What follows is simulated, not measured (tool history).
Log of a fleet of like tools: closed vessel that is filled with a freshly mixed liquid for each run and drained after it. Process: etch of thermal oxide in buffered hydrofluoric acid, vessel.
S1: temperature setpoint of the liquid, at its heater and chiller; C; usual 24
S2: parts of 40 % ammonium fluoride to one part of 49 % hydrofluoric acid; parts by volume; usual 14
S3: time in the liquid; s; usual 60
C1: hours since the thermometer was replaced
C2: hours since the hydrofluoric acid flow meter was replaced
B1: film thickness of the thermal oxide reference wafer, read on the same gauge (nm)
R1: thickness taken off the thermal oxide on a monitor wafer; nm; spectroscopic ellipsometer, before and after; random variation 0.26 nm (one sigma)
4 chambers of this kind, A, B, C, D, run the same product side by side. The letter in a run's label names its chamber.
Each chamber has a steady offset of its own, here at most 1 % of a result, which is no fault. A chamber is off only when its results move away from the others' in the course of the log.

run     day    S1    S2  S3      C1     C2      B1      R1
 1B   0.567    24    14  60   532.6  169.2  110.01  47.819
 2A   0.892    24    14  60   308.5  137.5  110.01  47.981
 3C   1.475    24    14  60  1082.9  339.9  110.02  48.096
 4D   1.833    24    14  60  2263.7  267.9  110.02  48.073
 5D   2.446    24    14  60  2278.4  282.6  109.99  47.762
 6C   3.067    24    14  60  1121.1  378.1  109.98  48.793
 7A   3.675    24    14  60   375.3  204.3  109.97   47.11
 8B   4.088    24    14  60   617.1  253.7  110.01  47.291
 9A   4.633    24    14  60   398.3  227.3  110.05  47.668
10D   5.117    28    16  60  2342.5  346.7     110  51.657
11B   5.446    28    16  60   649.7  286.3  109.99  51.767
12C   5.942    28    16  60  1190.1  447.1     110  52.546
13C   6.275    28    16  60  1198.1  455.1  109.96  52.466
14B   6.838    24    14  60   683.1  319.7  110.03  47.778
15A   7.183    24    14  60   459.5  288.5     110  47.334
16D   7.533    24    14  60  2400.5  404.7     110  48.205
17A   8.042    24    14  60   480.1  309.1  110.02   47.78
18C   8.612    24    14  60  1254.2  511.2     110  47.926
19D   9.175    24    14  60  2439.9  444.1  110.04  48.705
20B   9.817    24    14  60   754.6  391.2  109.99  48.028
21A  10.192    24    14  60   531.7  360.7     110  47.878
22C  10.562  28.5    14  60    1301    558  110.04  62.653
23B  11.029  28.5    14  60   783.7  420.3  110.01  60.716
     11.412  -- chamber D: thermometer replaced
24D  11.517  28.5    14  60     2.5  500.3  109.99  61.709
     11.688  -- chamber C: hydrofluoric acid flow meter replaced
25C  12.183  28.5    14  60  1339.9     12     110  61.447
26A  12.633    24    14  60   590.3  419.3     110  47.677
     13.062  -- chamber C: thermometer replaced
27D  13.217    24  11.5  30    43.3  541.1  109.99  29.674
28B  13.671    24  11.5  30   847.1  483.7  110.01   29.17
29D  14.125    24  11.5  30    65.1  562.9  109.99   29.95
30A   14.55    24  11.5  30   636.3  465.3     110  28.989
31B  14.879    24    14  60   876.1  512.7  110.02  48.052
32C    15.3    24    18  45    53.8   86.8  109.97  27.926
33D  15.617    24    18  45   100.9  598.7  110.03  28.555
34B  15.992    24    18  45   902.8  539.4  110.02  28.388
35A  16.592    24    18  45   685.3  514.3  109.99  28.065
36C  17.004    24    14  45    94.7  127.7  110.01  36.142
37C  17.662    24    14  45   110.5  143.5     110  35.798
38B      18    24    14  45     951  587.6  109.96  36.019
39A  18.317    24    14  45   726.7  555.7  109.98  35.744

All 4 chambers run these settings next. Forecast each chamber's results:
40A  18.796  24  14  60               ?
40B  18.796  24  14  60               ?
40C  18.796  24  14  60               ?
40D  18.796  24  14  60               ?

run      R1
40A  47.571
40B  48.037
40C  48.166
40D  49.933
